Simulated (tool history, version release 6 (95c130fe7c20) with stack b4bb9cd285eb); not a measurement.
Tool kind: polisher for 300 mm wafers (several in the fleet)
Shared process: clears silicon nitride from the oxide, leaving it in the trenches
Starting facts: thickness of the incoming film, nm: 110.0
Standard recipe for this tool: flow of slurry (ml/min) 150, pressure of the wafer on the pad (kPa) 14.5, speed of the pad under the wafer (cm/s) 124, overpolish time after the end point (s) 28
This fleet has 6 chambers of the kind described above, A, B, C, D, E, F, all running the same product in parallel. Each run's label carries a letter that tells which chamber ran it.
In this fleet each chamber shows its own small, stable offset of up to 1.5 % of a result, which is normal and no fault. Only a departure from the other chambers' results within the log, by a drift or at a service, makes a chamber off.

run,hour,flow of slurry (ml/min),pressure of the wafer on the pad (kPa),speed of the pad under the wafer (cm/s),overpolish time after the end point (s),time until the end point was called (s)
1A,5.4,150,14.5,124,28,120.690
2C,11.5,150,14.5,124,28,113.090
# hour 16.7: chamber F: worn pad replaced by a new one
3D,19.3,150,14.5,124,28,117.830
4F,27.1,150,14.5,124,28,119.840
# hour 30.9: chamber A: worn pad replaced by a new one
# hour 31.3: chamber C: worn pad replaced by a new one
5B,31.9,150,14.5,124,28,117.590
6E,38.6,150,14.5,124,28,116.140
7D,46.4,150,14.5,154,28,98.428
8F,52.8,150,14.5,154,28,95.505
9C,59.9,150,14.5,154,28,95.106
10E,66.1,150,14.5,154,28,92.784
11B,73.4,150,14.5,154,28,93.457
12A,80.6,150,14.5,154,28,92.836
# hour 80.8: chamber E: worn pad replaced by a new one
13C,88.1,150,14.5,124,28,120.080
# hour 91.3: chamber D: worn pad replaced by a new one
14A,94.7,150,14.5,124,28,119.860
15E,102.3,150,14.5,124,28,116.820
# hour 105.5: chamber B: worn pad replaced by a new one
16D,108.6,150,12.4,166,28,106.500
# hour 108.9: chamber E: slurry nozzle cleaned
17B,114.7,150,12.4,166,28,103.770
18F,119.4,150,12.4,166,28,100.400
# hour 121.7: chamber B: slurry nozzle cleaned
19C,126.9,150,12.4,166,28,100.490
20F,130.6,150,12.4,166,28,104.650
21B,137.5,150,12.4,166,28,100.900
22A,142.0,150,14.5,124,28,116.380
23D,148.4,150,14.5,124,28,118.070
# hour 152.1: chamber F: worn pad replaced by a new one
24E,156.6,150,14.5,124,28,118.020
25A,160.9,150,14.5,124,28,123.130
26E,167.8,150,14.5,124,39,118.430
27B,174.7,150,14.5,124,39,118.810
28C,182.2,150,14.5,124,39,119.090
# hour 182.7: chamber C: slurry nozzle cleaned
29D,188.4,150,14.5,124,39,116.960
30F,194.1,150,14.5,124,39,122.160
31D,201.4,150,14.5,124,39,122.140
32C,207.2,150,14.5,124,28,118.740
33B,210.9,150,14.5,124,28,115.050
# hour 212.8: chamber D: worn pad replaced by a new one
34E,218.1,150,18.6,124,38,91.414
# hour 219.3: chamber A: worn pad replaced by a new one
35F,224.4,150,18.6,124,38,91.380
36A,230.5,150,18.6,124,38,93.410
37B,234.8,150,18.6,124,38,92.161
# hour 235.4: chamber E: worn pad replaced by a new one
38C,240.9,150,18.6,124,38,90.609
# hour 245.2: chamber B: worn pad replaced by a new one
39A,247.0,150,18.6,124,38,92.746
40E,250.7,150,14.5,124,28,116.370
41F,256.6,150,14.5,124,28,118.760
42D,261.2,150,14.5,124,28,125.050
43B,267.9,150,14.5,124,28,117.100

What goes on in this fleet: one chamber off, a drifting gauge, or nothing beyond the chambers' own small offsets? Name the chamber and the cause, if any.

No chamber stands off beyond its own small offset, and the gauge holds steady.

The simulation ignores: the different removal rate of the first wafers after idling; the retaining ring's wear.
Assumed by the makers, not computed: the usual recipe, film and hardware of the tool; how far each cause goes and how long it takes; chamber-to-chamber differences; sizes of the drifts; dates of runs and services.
